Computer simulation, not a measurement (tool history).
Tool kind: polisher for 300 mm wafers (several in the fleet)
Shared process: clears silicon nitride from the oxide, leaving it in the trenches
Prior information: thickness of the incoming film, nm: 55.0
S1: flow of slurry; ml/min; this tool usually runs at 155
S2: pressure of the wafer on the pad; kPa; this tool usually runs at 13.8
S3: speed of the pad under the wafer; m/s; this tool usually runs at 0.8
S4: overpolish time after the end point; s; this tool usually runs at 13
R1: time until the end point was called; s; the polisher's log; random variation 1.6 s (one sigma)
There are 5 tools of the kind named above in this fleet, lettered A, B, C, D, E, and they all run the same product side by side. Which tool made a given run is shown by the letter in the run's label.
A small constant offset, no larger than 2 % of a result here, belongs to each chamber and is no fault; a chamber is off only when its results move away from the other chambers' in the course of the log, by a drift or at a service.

run,hour,S1,S2,S3,S4,R1
1E,6,155,13.8,0.8,13,117.21
# hour 8.6: chamber C: worn pad replaced by a new one
# hour 9.6: chamber D: worn pad replaced by a new one
# hour 9.8: chamber E: head pressure recalibrated
# hour 9.9: chamber A: head pressure recalibrated
# hour 10.2: chamber A: worn pad replaced by a new one
2D,12.8,155,13.8,0.8,13,112.69
3C,20.8,155,13.8,0.8,13,115.14
# hour 25.2: chamber D: slurry nozzle cleaned
4B,28.2,155,13.8,0.8,13,115.13
5A,31.8,155,13.8,0.8,13,115.45
# hour 35: chamber E: slurry nozzle cleaned
6A,38.9,195,11,0.8,13,136.08
7B,42.5,195,11,0.8,13,138.75
8C,46.7,195,11,0.8,13,134.95
9D,54.7,195,11,0.8,13,133.86
# hour 57.4: chamber B: worn pad replaced by a new one
10E,58.5,195,11,0.8,13,139.88
11C,64.2,155,13.8,0.8,13,114.36
12E,69.3,175,13.8,0.96,13,98.218
13A,75.3,175,13.8,0.96,13,93.734
14D,79.6,175,13.8,0.96,13,91.568
15B,85.6,175,13.8,0.96,13,94.182
16D,89.4,175,13.8,0.96,13,92.333
17C,96.4,115,13.8,1,13,95.984
18A,102.6,115,13.8,1,13,96.979
19B,109.8,115,13.8,1,13,98.763
20E,114.9,115,13.8,1,13,101.64
21C,122,115,13.8,1,13,98.689
22D,128.9,155,13.8,0.8,13,112.72
# hour 130.5: chamber C: worn pad replaced by a new one
23A,134.7,155,13.8,0.8,13,113.14
24B,142.3,155,13.8,0.92,8,100.67
25E,146.9,155,13.8,0.92,8,106.4
26E,150.6,155,13.8,0.92,8,107.13
# hour 155.8: chamber B: slurry nozzle cleaned
27B,157.4,155,13.8,0.92,8,100.31
28C,161.4,155,13.8,0.92,8,98.661
29A,168.6,155,13.8,0.8,13,114.44
30D,173,155,13.8,0.56,13,163.02
31D,178.6,155,13.8,0.56,13,157.26
32C,183.6,155,13.8,0.56,13,165.06
33B,188.5,155,13.8,0.56,13,165.87
34E,193,155,13.8,0.56,13,179.33
35A,199.5,135,13.8,0.8,18,116.85
36D,203.1,135,13.8,0.8,18,114.09
37C,207.5,135,13.8,0.8,18,116.23
# hour 208.6: chamber D: worn pad replaced by a new one
# hour 210: chamber A: slurry nozzle cleaned
38A,213,135,13.8,0.8,18,116.24
39B,220.8,135,13.8,0.8,18,117.65
40E,227.4,155,13.8,0.8,13,129.75
# hour 231.9: chamber B: worn pad replaced by a new one
41D,235,155,13.8,0.8,13,113.37
42B,242.1,155,13.8,0.8,13,114.84

Next, every chamber runs the same settings. What will each give?
43A,248,155,13.8,0.8,19,?
43B,248,155,13.8,0.8,19,?
43C,248,155,13.8,0.8,19,?
43D,248,155,13.8,0.8,19,?
43E,248,155,13.8,0.8,19,?

run,R1
43A,113.27
43B,112.45
43C,116.13
43D,111.74
43E,131.4

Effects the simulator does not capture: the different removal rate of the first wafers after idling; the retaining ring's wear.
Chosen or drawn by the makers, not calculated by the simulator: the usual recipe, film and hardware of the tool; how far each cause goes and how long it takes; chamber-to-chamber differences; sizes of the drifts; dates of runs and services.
